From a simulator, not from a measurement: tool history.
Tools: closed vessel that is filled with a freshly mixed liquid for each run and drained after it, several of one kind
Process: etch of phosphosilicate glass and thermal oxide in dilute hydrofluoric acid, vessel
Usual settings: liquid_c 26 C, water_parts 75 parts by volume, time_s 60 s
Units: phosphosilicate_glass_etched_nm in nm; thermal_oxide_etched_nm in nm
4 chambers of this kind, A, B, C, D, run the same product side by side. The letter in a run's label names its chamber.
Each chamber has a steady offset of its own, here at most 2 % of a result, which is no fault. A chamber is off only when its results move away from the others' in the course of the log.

run	hour	liquid_c	water_parts	time_s	read-back film thickness of the phosphosilicate glass reference wafer, read on the same gauge (nm)	read-back film thickness of the thermal oxide reference wafer, read on the same gauge (nm)	phosphosilicate_glass_etched_nm	thermal_oxide_etched_nm
1B	5.1	26	75	60	129.98	140.02	91.505	4.1737
# hour 5.5: chamber D: hydrofluoric acid flow meter replaced
2C	9.4	26	75	60	130.02	139.96	93.123	4.2707
3A	15.4	26	75	60	130	139.99	92.871	4.1615
4D	19.2	26	75	60	129.99	140	94.019	4.1747
5D	25.3	26	75	60	130.01	139.97	94.555	4.1914
6B	31.4	26	75	60	129.97	140.02	93.003	4.2189
7A	37.7	26	75	60	129.98	140.03	94.546	4.2005
8C	40.6	26	75	60	130.01	140.02	93.751	4.2965
9B	44.3	26	75	60	129.99	140	92.693	4.2122
10D	48.7	26	75	60	130	139.99	95.224	4.2334
11A	52.9	26	75	60	130	139.99	93.785	4.2326
12C	56.1	26	75	60	129.98	139.99	93.422	4.2157
13D	59	26	75	60	130.03	140.03	93.934	4.252
14A	62.8	26	75	60	130.01	139.98	92.622	4.2102
15B	67.3	26	75	60	130	140	92.198	4.1706
16C	72.6	26	75	60	130.02	140.01	93.041	4.2784
17A	76.9	26	75	60	130.03	140.02	94.684	4.218
18D	81.2	26	75	60	130.01	139.97	92.955	4.2485
19C	85.2	26	75	60	130.03	139.97	94.363	4.262
20B	90.7	26	75	85	130.04	139.98	128.9	5.9713
21B	96.1	26	75	85	130	140.01	131.89	5.9515
22D	102.1	26	75	85	130.04	140	134.09	6.0133
23C	108.2	26	75	85	129.99	140	133.06	6.0522
24A	112.8	26	75	60	130.02	140.02	94.853	4.2522
25D	116.6	26	75	60	130.02	139.99	93.405	4.2343
26B	120.9	26	75	60	130.02	140.01	91.782	4.2776
27A	125.2	22.5	75	60	130.02	140.03	80.953	3.5929
28C	128.3	22.5	75	60	129.99	140.04	81.05	3.668
29D	133.3	22.5	75	60	130.02	139.98	82.799	3.7012
# hour 138.2: chamber C: thermometer replaced
30C	138.4	22.5	75	60	129.98	139.98	81.337	3.6744
31B	144.7	26	75	60	129.99	139.99	91.732	4.1298
32A	148.9	26	75	60	130	140.01	94.548	4.1961
33B	154.7	26	75	60	130.02	140	92.861	4.2002
34D	160.1	26	75	60	130.02	139.99	95.848	4.2573
35C	163.2	26	75	60	130	139.98	93.344	4.3107
36A	166.2	26	75	60	130.01	139.96	94.785	4.2187
37A	170.3	26	75	75	130.02	140	116.91	5.254
38D	173.2	26	75	75	129.98	140	116.99	5.273
39B	176.6	26	75	75	130.01	140	114.9	5.3058
40C	179.5	26	75	75	130	140.01	117.26	5.3269
41A	183.9	26	75	60	130.02	139.99	94.136	4.2214
42D	190.4	26	75	60	130	140.03	93.93	4.2619

What goes on in this fleet: one chamber off, a drifting gauge, or nothing beyond the chambers' own small offsets? Name the chamber and the cause, if any.

No chamber stands off beyond its own small offset, and the gauge holds steady.
